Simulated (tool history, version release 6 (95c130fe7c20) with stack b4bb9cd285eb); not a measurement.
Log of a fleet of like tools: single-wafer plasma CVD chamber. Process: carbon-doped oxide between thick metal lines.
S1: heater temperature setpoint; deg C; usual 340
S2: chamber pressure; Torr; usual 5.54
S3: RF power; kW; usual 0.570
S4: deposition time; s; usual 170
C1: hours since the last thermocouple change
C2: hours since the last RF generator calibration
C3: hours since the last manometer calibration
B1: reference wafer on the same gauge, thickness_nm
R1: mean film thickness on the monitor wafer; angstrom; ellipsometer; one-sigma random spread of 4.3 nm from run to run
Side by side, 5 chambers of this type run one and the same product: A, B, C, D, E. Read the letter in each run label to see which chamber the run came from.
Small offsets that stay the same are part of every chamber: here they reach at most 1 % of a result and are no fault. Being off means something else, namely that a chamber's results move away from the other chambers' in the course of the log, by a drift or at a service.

run,day,S1,S2,S3,S4,C1,C2,C3,B1,R1
1B,0.354,340,5.54,0.570,170,990.7,440.7,1440.9,867.34,9653.2
2E,0.746,340,5.54,0.570,170,191.5,184.8,1009.6,866.56,9631.5
3C,1.129,340,5.54,0.570,170,777.0,1775.4,622.9,865.50,9678.3
4D,1.321,340,5.54,0.570,170,1094.5,297.6,1113.6,866.92,9729.0
5A,1.608,340,5.54,0.570,170,593.5,1424.4,975.6,865.16,9776.4
6C,2.004,340,5.54,0.570,170,798.0,1796.4,643.9,865.69,9621.5
7D,2.262,340,5.54,0.570,170,1117.1,320.2,1136.2,866.92,9753.0
8E,2.625,340,5.54,0.570,170,236.6,229.9,1054.7,865.69,9685.2
9A,2.888,340,5.54,0.570,170,624.2,1455.1,1006.3,866.34,9690.0
10B,3.138,340,4.54,0.570,170,1057.5,507.5,1507.7,864.96,9333.3
# day 3.354: chamber A: RF generator calibrated
11A,3.504,340,4.54,0.570,170,639.0,3.7,1021.1,865.72,9493.2
12E,3.771,340,4.54,0.570,170,264.1,257.4,1082.2,867.04,9313.0
13D,4.054,340,4.54,0.570,170,1160.1,363.2,1179.2,866.04,9374.3
14C,4.458,340,4.54,0.570,170,856.9,1855.3,702.8,865.12,9334.5
15B,4.788,340,5.54,0.570,170,1097.1,547.1,1547.3,865.44,9619.5
16A,5.112,340,5.54,0.570,170,677.6,42.3,1059.7,866.90,9686.8
17D,5.362,340,5.54,0.570,170,1191.5,394.6,1210.6,864.80,9787.8
18B,5.650,340,5.54,0.660,197,1117.8,567.8,1568.0,865.88,12144.0
19E,6.050,340,5.54,0.660,197,318.8,312.1,1136.9,866.62,12276.0
20C,6.271,340,5.54,0.660,197,900.4,1898.8,746.3,866.21,12155.0
21D,6.612,340,5.54,0.660,197,1221.5,424.6,1240.6,866.27,12312.0
22A,6.958,340,5.54,0.660,197,721.9,86.6,1104.0,867.63,12260.0
23B,7.254,340,5.54,0.570,170,1156.3,606.3,1606.5,865.51,9458.0
24E,7.500,340,5.98,0.570,143,353.6,346.9,1171.7,866.00,8111.1
25C,7.821,340,5.98,0.570,143,937.6,1936.0,783.5,865.69,8185.4
26C,8.067,340,5.98,0.570,143,943.5,1941.9,789.4,865.34,8118.0
27A,8.429,340,5.98,0.570,143,757.2,121.9,1139.3,866.11,8322.8
28B,8.733,340,5.98,0.570,143,1191.8,641.8,1642.0,866.15,8010.6
29E,8.975,340,5.54,0.570,170,389.0,382.3,1207.1,866.12,9587.6
30D,9.304,340,5.54,0.570,170,1286.1,489.2,1305.2,866.32,9688.0
31B,9.679,340,5.54,0.570,170,1214.5,664.5,1664.7,866.55,9333.7
32E,9.862,340,4.91,0.570,170,410.3,403.6,1228.4,866.92,9370.4
33A,10.171,340,4.91,0.570,170,799.0,163.7,1181.1,865.92,9544.5
34C,10.442,340,4.91,0.570,170,1000.5,1998.9,846.4,866.45,9419.3
35D,10.654,340,4.91,0.570,170,1318.5,521.6,1337.6,866.69,9644.4
36D,11.033,340,4.91,0.570,170,1327.6,530.7,1346.7,866.49,9540.5
37B,11.217,340,5.54,0.570,170,1251.4,701.4,1701.6,866.91,9303.4
38A,11.533,340,5.54,0.570,170,831.7,196.4,1213.8,866.39,9764.8

Next, every chamber runs the same settings. What will each give?
39A,11.821,340,5.54,0.570,170,,,,,?
39B,11.821,340,5.54,0.570,170,,,,,?
39C,11.821,340,5.54,0.570,170,,,,,?
39D,11.821,340,5.54,0.570,170,,,,,?
39E,11.821,340,5.54,0.570,170,,,,,?

run,R1
39A,9830.0
39B,9299.3
39C,9605.0
39D,9712.6
39E,9557.7
